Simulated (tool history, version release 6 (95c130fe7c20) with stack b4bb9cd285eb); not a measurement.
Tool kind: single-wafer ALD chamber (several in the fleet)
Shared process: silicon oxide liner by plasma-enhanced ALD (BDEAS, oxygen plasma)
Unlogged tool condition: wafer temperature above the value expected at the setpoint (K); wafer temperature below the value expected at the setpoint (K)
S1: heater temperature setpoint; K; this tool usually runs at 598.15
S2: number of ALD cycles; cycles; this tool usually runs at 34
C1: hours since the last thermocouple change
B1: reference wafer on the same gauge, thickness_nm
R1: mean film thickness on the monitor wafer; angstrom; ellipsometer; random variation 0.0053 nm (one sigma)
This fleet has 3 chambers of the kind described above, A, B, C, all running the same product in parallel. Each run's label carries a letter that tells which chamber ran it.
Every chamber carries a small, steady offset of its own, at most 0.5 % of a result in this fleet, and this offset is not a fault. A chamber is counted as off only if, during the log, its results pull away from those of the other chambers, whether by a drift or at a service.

Run 1C, day 0.467: usual settings; C1 266.1; B1 3.1299. Result: R1 30.544 angstrom.
Run 2B, day 0.983: usual settings; C1 1272.5; B1 3.1293. Result: R1 30.431 angstrom.
Run 3A, day 1.55: usual settings; C1 340.2; B1 3.1291. Result: R1 30.584 angstrom.
Run 4B, day 2.05: usual settings; C1 1298.1; B1 3.1265. Result: R1 30.397 angstrom.
Run 5C, day 2.392: usual settings; C1 312.3; B1 3.1265. Result: R1 30.6 angstrom.
Run 6A, day 2.725: usual settings; C1 368.4; B1 3.127. Result: R1 30.449 angstrom.
Run 7B, day 3.129: usual settings; C1 1324; B1 3.1269. Result: R1 30.311 angstrom.
Run 8C, day 3.742: usual settings; C1 344.7; B1 3.127. Result: R1 30.583 angstrom.
Run 9A, day 4.192: usual settings; C1 403.6; B1 3.1257. Result: R1 30.437 angstrom.
Run 10C, day 4.488: usual settings; C1 362.6; B1 3.1242. Result: R1 30.549 angstrom.
Run 11B, day 4.821: usual settings; C1 1364.6; B1 3.1242. Result: R1 30.363 angstrom.
Run 12A, day 5.212: usual settings; C1 428.1; B1 3.1245. Result: R1 30.418 angstrom.
Run 13A, day 5.717: usual settings; C1 440.2; B1 3.1238. Result: R1 30.581 angstrom.
Run 14C, day 6.112: usual settings; C1 401.6; B1 3.123. Result: R1 30.434 angstrom.
Run 15B, day 6.588: usual settings; C1 1407; B1 3.1243. Result: R1 30.293 angstrom.
Run 16C, day 6.975: usual settings; C1 422.3; B1 3.1223. Result: R1 30.453 angstrom.
Run 17A, day 7.479: usual settings; C1 482.5; B1 3.1212. Result: R1 30.481 angstrom.
Run 18B, day 8.038: usual settings but S1 610.15 K, S2 39 cycles; C1 1441.8; B1 3.122. Result: R1 34.211 angstrom.
Run 19A, day 8.662: usual settings but S1 610.15 K, S2 39 cycles; C1 510.9; B1 3.1222. Result: R1 34.473 angstrom.
Run 20B, day 9.246: usual settings but S1 610.15 K, S2 39 cycles; C1 1470.8; B1 3.1205. Result: R1 34.223 angstrom.
Run 21C, day 9.812: usual settings; C1 490.4; B1 3.1183. Result: R1 30.405 angstrom.
Run 22A, day 10.092: usual settings; C1 545.2; B1 3.1189. Result: R1 30.483 angstrom.
Run 23C, day 10.404: usual settings but S1 605.15 K, S2 38 cycles; C1 504.6; B1 3.1191. Result: R1 33.572 angstrom.
Run 24B, day 10.933: usual settings but S1 605.15 K, S2 38 cycles; C1 1511.3; B1 3.1181. Result: R1 33.521 angstrom.
Run 25B, day 11.388: usual settings but S1 605.15 K, S2 38 cycles; C1 1522.2; B1 3.1182. Result: R1 33.474 angstrom.
Run 26C, day 11.996: usual settings; C1 542.8; B1 3.116. Result: R1 30.446 angstrom.
Run 27A, day 12.612: usual settings; C1 605.7; B1 3.115. Result: R1 30.339 angstrom.
Run 28A, day 13.192: usual settings; C1 619.6; B1 3.1156. Result: R1 30.406 angstrom.
Run 29C, day 13.542: usual settings but S2 38 cycles; C1 579.9; B1 3.1158. Result: R1 33.962 angstrom.
Run 30B, day 14.054: usual settings but S2 38 cycles; C1 1586.2; B1 3.1156. Result: R1 33.831 angstrom.
Run 31B, day 14.675: usual settings but S2 38 cycles; C1 1601.1; B1 3.1134. Result: R1 33.765 angstrom.
Run 32A, day 15.133: usual settings; C1 666.2; B1 3.1133. Result: R1 30.335 angstrom.
Run 33C, day 15.454: usual settings; C1 625.8; B1 3.1123. Result: R1 30.386 angstrom.
Run 34C, day 16.012: usual settings; C1 639.2; B1 3.1126. Result: R1 30.354 angstrom.
Run 35B, day 16.3: usual settings; C1 1640.1; B1 3.114. Result: R1 30.22 angstrom.
Run 36A, day 16.642: usual settings; C1 702.4; B1 3.1103. Result: R1 30.498 angstrom.
Run 37B, day 17.025: usual settings; C1 1657.5; B1 3.1116. Result: R1 30.267 angstrom.
Run 38C, day 17.579: usual settings; C1 676.8; B1 3.1109. Result: R1 30.329 angstrom.
Run 39A, day 18.05: usual settings but S2 30 cycles; C1 736.2; B1 3.1098. Result: R1 26.721 angstrom.
Run 40A, day 18.629: usual settings but S2 30 cycles; C1 750.1; B1 3.1088. Result: R1 26.873 angstrom.
Run 41B, day 19.021: usual settings but S2 30 cycles; C1 1705.4; B1 3.1105. Result: R1 26.661 angstrom.
Run 42C, day 19.362: usual settings; C1 719.6; B1 3.1108. Result: R1 30.308 angstrom.
Run 43B, day 19.833: usual settings; C1 1724.9; B1 3.1083. Result: R1 30.207 angstrom.
Run 44A, day 20.288: usual settings; C1 789.9; B1 3.1085. Result: R1 30.397 angstrom.

The same settings go to every chamber for the next run, one line per chamber below. Forecast the results for each:
Run 45A, day 20.738: usual settings but S2 28 cycles. Result: R1 ?.
Run 45B, day 20.738: usual settings but S2 28 cycles. Result: R1 ?.
Run 45C, day 20.738: usual settings but S2 28 cycles. Result: R1 ?.

run      R1
45A  25.008
45B   24.82
45C  25.039

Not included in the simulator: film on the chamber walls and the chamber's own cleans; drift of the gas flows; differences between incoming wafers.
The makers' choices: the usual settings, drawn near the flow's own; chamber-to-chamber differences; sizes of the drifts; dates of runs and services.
